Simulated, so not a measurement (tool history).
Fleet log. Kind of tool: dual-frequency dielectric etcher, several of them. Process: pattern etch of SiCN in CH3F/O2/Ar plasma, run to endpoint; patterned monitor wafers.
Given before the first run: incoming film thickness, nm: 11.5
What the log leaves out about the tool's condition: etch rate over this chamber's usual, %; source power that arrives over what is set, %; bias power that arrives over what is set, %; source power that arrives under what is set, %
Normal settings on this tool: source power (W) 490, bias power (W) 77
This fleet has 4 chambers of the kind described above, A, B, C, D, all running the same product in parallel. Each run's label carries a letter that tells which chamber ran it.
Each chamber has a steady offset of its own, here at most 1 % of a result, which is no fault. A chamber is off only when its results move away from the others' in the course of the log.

run,hour,source power (W),bias power (W),hours since the last wet clean,hours since the last source power generator calibration,hours since the last bias power generator calibration,endpoint time (s)
1C,9.8,490,77,274.5,394.2,3061.6,27.443
2D,17.2,490,77,22.0,2208.3,4563.8,28.042
3A,26.4,490,77,415.0,2621.2,2584.1,27.399
4B,32.9,490,77,234.2,2494.4,922.6,28.113
5B,40.3,490,77,241.6,2501.8,930.0,27.769
6D,52.4,490,77,57.2,2243.5,4599.0,27.917
7C,60.5,490,77,325.2,444.9,3112.3,27.498
8A,72.3,490,77,460.9,2667.1,2630.0,27.397
9B,81.2,490,77,282.5,2542.7,970.9,28.105
10A,92.8,490,77,481.4,2687.6,2650.5,27.536
11C,104.1,490,77,368.8,488.5,3155.9,27.767
12D,112.7,490,77,117.5,2303.8,4659.3,27.834
# hour 120.1: chamber C: wet clean of the chamber
13A,122.3,490,77,510.9,2717.1,2680.0,27.375
14C,136.0,490,77,16.0,520.4,3187.8,27.479
15B,142.8,490,68,344.1,2604.3,1032.5,28.673
16D,152.7,490,68,157.5,2343.8,4699.3,28.886
17B,160.4,490,68,361.7,2621.9,1050.1,28.330
18A,174.0,490,68,562.6,2768.8,2731.7,28.783
19C,181.1,410,83,61.1,565.5,3232.9,28.541
20D,190.0,410,83,194.8,2381.1,4736.6,28.970
# hour 194.4: chamber A: wet clean of the chamber
21C,196.2,410,83,76.2,580.6,3248.0,28.464
22D,205.0,410,83,209.8,2396.1,4751.6,28.904
23B,217.2,490,77,418.5,2678.7,1106.9,26.871
24A,229.6,490,77,35.3,2824.4,2787.3,27.553
25D,242.0,490,77,246.8,2433.1,4788.6,27.729
26A,254.1,490,77,59.8,2848.9,2811.8,27.480
27B,261.3,490,77,462.6,2722.8,1151.0,26.615
28C,273.7,490,77,153.7,658.1,3325.5,27.467

All 4 chambers run these settings next. Forecast each chamber's results:
29A,284.1,490,77,,,,?
29B,284.1,490,77,,,,?
29C,284.1,490,77,,,,?
29D,284.1,490,77,,,,?

run,endpoint time (s)
29A,27.604
29B,26.363
29C,27.513
29D,27.651

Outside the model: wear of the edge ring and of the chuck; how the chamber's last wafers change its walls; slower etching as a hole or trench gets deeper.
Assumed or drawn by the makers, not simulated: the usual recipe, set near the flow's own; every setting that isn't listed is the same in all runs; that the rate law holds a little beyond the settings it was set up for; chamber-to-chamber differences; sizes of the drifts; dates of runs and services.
